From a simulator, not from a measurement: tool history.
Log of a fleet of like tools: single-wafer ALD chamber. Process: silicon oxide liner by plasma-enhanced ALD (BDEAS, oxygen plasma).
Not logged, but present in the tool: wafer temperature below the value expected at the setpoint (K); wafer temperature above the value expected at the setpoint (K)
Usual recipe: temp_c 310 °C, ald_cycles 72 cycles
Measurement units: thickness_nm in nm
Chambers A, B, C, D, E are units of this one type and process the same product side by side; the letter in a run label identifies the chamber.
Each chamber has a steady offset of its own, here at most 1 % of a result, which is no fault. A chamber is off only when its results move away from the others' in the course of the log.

| run | day | temp_c | ald_cycles | hours since the last thermocouple change | read-back reference wafer on the same gauge, thickness_nm | thickness_nm |
|---|---|---|---|---|---|---|
| 1B | 0.471 | 310 | 72 | 1556.4 | 6.7778 | 6.6157 |
| 2A | 0.929 | 310 | 72 | 305.4 | 6.7696 | 6.5683 |
| 3D | 1.292 | 310 | 72 | 2394.0 | 6.7732 | 6.6682 |
|  | 1.758 | chamber D: thermocouple changed; heater temperature recalibrated |
| 4C | 1.771 | 310 | 72 | 87.2 | 6.7660 | 6.6127 |
| 5E | 2.225 | 310 | 72 | 292.4 | 6.7652 | 6.6302 |
| 6B | 2.721 | 310 | 72 | 1610.4 | 6.7712 | 6.6321 |
| 7D | 3.138 | 310 | 72 | 33.2 | 6.7586 | 6.5785 |
| 8C | 3.625 | 303 | 72 | 131.7 | 6.7583 | 6.6664 |
| 9E | 3.942 | 303 | 72 | 333.6 | 6.7651 | 6.7180 |
| 10A | 4.292 | 303 | 72 | 386.1 | 6.7723 | 6.6324 |
| 11C | 4.738 | 303 | 72 | 158.4 | 6.7720 | 6.6731 |
| 12A | 5.000 | 303 | 72 | 403.1 | 6.7698 | 6.6253 |
| 13E | 5.383 | 310 | 83 | 368.2 | 6.7760 | 7.6847 |
| 14B | 5.671 | 310 | 83 | 1681.2 | 6.7609 | 7.5377 |
| 15D | 6.083 | 310 | 83 | 103.9 | 6.7726 | 7.4891 |
| 16D | 6.554 | 310 | 83 | 115.2 | 6.7707 | 7.5741 |
| 17C | 6.938 | 310 | 83 | 211.2 | 6.7781 | 7.6364 |
| 18A | 7.408 | 310 | 72 | 460.9 | 6.7689 | 6.5785 |
| 19B | 7.921 | 315 | 72 | 1735.2 | 6.7722 | 6.5832 |
| 20E | 8.246 | 315 | 72 | 436.9 | 6.7720 | 6.6056 |
| 21C | 8.667 | 315 | 72 | 252.7 | 6.7695 | 6.5335 |
| 22B | 9.121 | 315 | 72 | 1764.0 | 6.7731 | 6.5956 |
| 23A | 9.408 | 315 | 72 | 508.9 | 6.7685 | 6.5800 |
| 24D | 9.775 | 310 | 72 | 192.5 | 6.7655 | 6.5787 |
| 25E | 10.125 | 310 | 72 | 482.0 | 6.7741 | 6.6860 |
| 26B | 10.658 | 310 | 72 | 1800.9 | 6.7769 | 6.6147 |
| 27C | 11.096 | 299 | 82 | 311.0 | 6.7664 | 7.6037 |
| 28E | 11.508 | 299 | 82 | 515.2 | 6.7790 | 7.6477 |
| 29A | 12.071 | 299 | 82 | 572.8 | 6.7754 | 7.6304 |
| 30D | 12.417 | 299 | 82 | 255.9 | 6.7722 | 7.6463 |
| 31E | 12.679 | 299 | 82 | 543.3 | 6.7647 | 7.6820 |
| 32C | 13.071 | 310 | 72 | 358.4 | 6.7616 | 6.6382 |
| 33D | 13.471 | 296 | 66 | 281.2 | 6.7746 | 6.1547 |
| 34B | 13.975 | 296 | 66 | 1880.5 | 6.7613 | 6.1878 |
| 35A | 14.450 | 296 | 66 | 629.9 | 6.7701 | 6.2037 |
| 36A | 14.821 | 296 | 66 | 638.8 | 6.7711 | 6.1603 |
| 37B | 15.125 | 296 | 66 | 1908.1 | 6.7621 | 6.1541 |
| 38D | 15.458 | 310 | 72 | 328.9 | 6.7692 | 6.6396 |

Is one chamber off against the others, does the gauge drift, or is nothing wrong? If a chamber is off, say which, and what the likeliest cause is.

Neither any chamber nor the gauge drifts; the chambers differ only by their own small, steady offsets.
